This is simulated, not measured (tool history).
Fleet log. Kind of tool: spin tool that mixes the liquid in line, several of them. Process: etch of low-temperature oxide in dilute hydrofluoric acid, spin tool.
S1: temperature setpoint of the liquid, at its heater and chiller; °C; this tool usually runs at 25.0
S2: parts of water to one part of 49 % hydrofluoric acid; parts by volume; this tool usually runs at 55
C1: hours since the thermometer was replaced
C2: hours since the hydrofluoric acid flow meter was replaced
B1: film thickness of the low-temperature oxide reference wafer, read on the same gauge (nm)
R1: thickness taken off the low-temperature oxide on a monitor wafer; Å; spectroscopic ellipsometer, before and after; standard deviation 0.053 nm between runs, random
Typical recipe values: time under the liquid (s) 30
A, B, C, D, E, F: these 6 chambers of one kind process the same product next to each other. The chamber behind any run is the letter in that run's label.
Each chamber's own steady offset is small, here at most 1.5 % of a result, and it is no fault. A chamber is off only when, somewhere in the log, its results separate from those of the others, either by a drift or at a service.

Run 1D, hour 5.3: usual settings; C1 2350.0; C2 1122.0; B1 40.003. Result: R1 94.191 Å.
Run 2B, hour 15.7: usual settings; C1 935.4; C2 121.1; B1 39.961. Result: R1 95.694 Å.
Run 3C, hour 23.1: usual settings; C1 1794.1; C2 206.8; B1 39.955. Result: R1 95.662 Å.
Run 4A, hour 29.3: usual settings; C1 1555.7; C2 238.2; B1 39.970. Result: R1 95.133 Å.
Run 5E, hour 36.2: usual settings; C1 536.9; C2 1898.3; B1 39.989. Result: R1 95.770 Å.
Run 6F, hour 46.7: usual settings; C1 107.9; C2 516.1; B1 40.060. Result: R1 94.923 Å.
Run 7D, hour 54.4: usual settings but S2 30 parts by volume, time under the liquid (s) 20; C1 2399.1; C2 1171.1; B1 40.028. Result: R1 118.660 Å.
Run 8A, hour 62.8: usual settings but S2 30 parts by volume, time under the liquid (s) 20; C1 1589.2; C2 271.7; B1 39.981. Result: R1 122.270 Å.
Run 9F, hour 73.5: usual settings but S2 30 parts by volume, time under the liquid (s) 20; C1 134.7; C2 542.9; B1 40.039. Result: R1 119.610 Å.
Run 10E, hour 84.5: usual settings but S2 30 parts by volume, time under the liquid (s) 20; C1 585.2; C2 1946.6; B1 40.016. Result: R1 121.180 Å.
Run 11B, hour 93.9: usual settings but S2 30 parts by volume, time under the liquid (s) 20; C1 1013.6; C2 199.3; B1 39.964. Result: R1 121.680 Å.
Run 12C, hour 101.3: usual settings but S2 30 parts by volume, time under the liquid (s) 20; C1 1872.3; C2 285.0; B1 39.964. Result: R1 121.810 Å.
Run 13A, hour 109.4: usual settings; C1 1635.8; C2 318.3; B1 40.033. Result: R1 95.151 Å.
At hour 112.9: chamber D: hydrofluoric acid flow meter replaced.
Run 14F, hour 120.0: usual settings; C1 181.2; C2 589.4; B1 39.983. Result: R1 95.844 Å.
Run 15D, hour 129.6: usual settings; C1 2474.3; C2 16.8; B1 40.024. Result: R1 94.177 Å.
Run 16B, hour 140.6: usual settings; C1 1060.3; C2 246.0; B1 40.004. Result: R1 96.682 Å.
Run 17C, hour 146.5: usual settings; C1 1917.5; C2 330.2; B1 40.040. Result: R1 96.132 Å.
Run 18E, hour 155.5: usual settings; C1 656.2; C2 2017.6; B1 40.010. Result: R1 95.022 Å.
Run 19B, hour 160.5: usual settings; C1 1080.2; C2 265.9; B1 40.003. Result: R1 96.831 Å.
Run 20A, hour 168.8: usual settings; C1 1695.2; C2 377.7; B1 40.015. Result: R1 95.720 Å.
Run 21E, hour 178.8: usual settings; C1 679.5; C2 2040.9; B1 39.966. Result: R1 95.047 Å.
Run 22C, hour 188.5: usual settings; C1 1959.5; C2 372.2; B1 39.973. Result: R1 96.464 Å.
At hour 195.9: chamber A: thermometer replaced.
Run 23D, hour 198.5: usual settings; C1 2543.2; C2 85.7; B1 40.066. Result: R1 94.928 Å.
Run 24F, hour 205.2: usual settings but time under the liquid (s) 40; C1 266.4; C2 674.6; B1 39.959. Result: R1 130.950 Å.
Run 25B, hour 216.3: usual settings but time under the liquid (s) 40; C1 1136.0; C2 321.7; B1 40.023. Result: R1 128.000 Å.
At hour 217.2: chamber A: hydrofluoric acid flow meter replaced.
Run 26F, hour 224.1: usual settings but time under the liquid (s) 40; C1 285.3; C2 693.5; B1 40.001. Result: R1 132.810 Å.
Run 27E, hour 232.3: usual settings but time under the liquid (s) 40; C1 733.0; C2 2094.4; B1 39.997. Result: R1 126.920 Å.
Run 28A, hour 242.4: usual settings but time under the liquid (s) 40; C1 46.6; C2 25.2; B1 39.980. Result: R1 125.960 Å.
Run 29D, hour 249.7: usual settings but time under the liquid (s) 40; C1 2594.4; C2 136.9; B1 40.000. Result: R1 126.590 Å.
Run 30C, hour 255.4: usual settings; C1 2026.4; C2 439.1; B1 40.007. Result: R1 96.080 Å.
Run 31B, hour 264.9: usual settings; C1 1184.6; C2 370.3; B1 39.993. Result: R1 95.913 Å.
Run 32A, hour 272.7: usual settings; C1 76.9; C2 55.5; B1 39.961. Result: R1 94.832 Å.
At hour 274.6: chamber D: thermometer replaced.
Run 33F, hour 278.8: usual settings; C1 340.0; C2 748.2; B1 40.013. Result: R1 98.949 Å.
Run 34E, hour 287.4: usual settings; C1 788.1; C2 2149.5; B1 39.981. Result: R1 93.889 Å.
Run 35C, hour 297.0: usual settings; C1 2068.0; C2 480.7; B1 39.986. Result: R1 95.367 Å.
Run 36D, hour 304.9: usual settings; C1 30.4; C2 192.1; B1 39.998. Result: R1 94.091 Å.
Run 37D, hour 313.6: usual settings; C1 39.1; C2 200.8; B1 40.016. Result: R1 93.724 Å.
Run 38B, hour 321.8: usual settings; C1 1241.5; C2 427.2; B1 40.004. Result: R1 95.294 Å.
Run 39F, hour 327.2: usual settings; C1 388.4; C2 796.6; B1 39.994. Result: R1 101.380 Å.

One chamber off, gauge drift, or nothing amiss beyond the chambers' own small offsets? If it is a chamber, which one, and what is the likeliest cause?

Little by little, chamber F moves away from the other chambers.
Most likely cause: hydrofluoric acid flow above the setpoint (%) = 6.89.
With only this log, it may be confused with: liquid hotter than its thermometer reads (K).

Below are 4 candidate recipes for chamber F's next run, each the usual settings with a change, their results shown as question marks. Which of them brings F's results back in line with what the other chambers give on the usual settings?
A result is in line if it is within this distance of the other chambers' mean on the usual settings: R1 1.900 Å
Run 40F-1, hour 335.3: usual settings but S1 23.5 °C. Result: R1 ?.
Run 40F-2, hour 335.3: usual settings but S1 21.5 °C. Result: R1 ?.
Run 40F-3, hour 335.3: usual settings but S1 26.5 °C. Result: R1 ?.
Run 40F-4, hour 335.3: usual settings but S1 28.5 °C. Result: R1 ?.

What the other chambers average on the usual settings: R1 95.191 Å
  run       R1
40F-1   95.370
40F-2   87.719
40F-3  107.870
40F-4  116.890
It is 40F-1 that realigns the chamber with its peers.
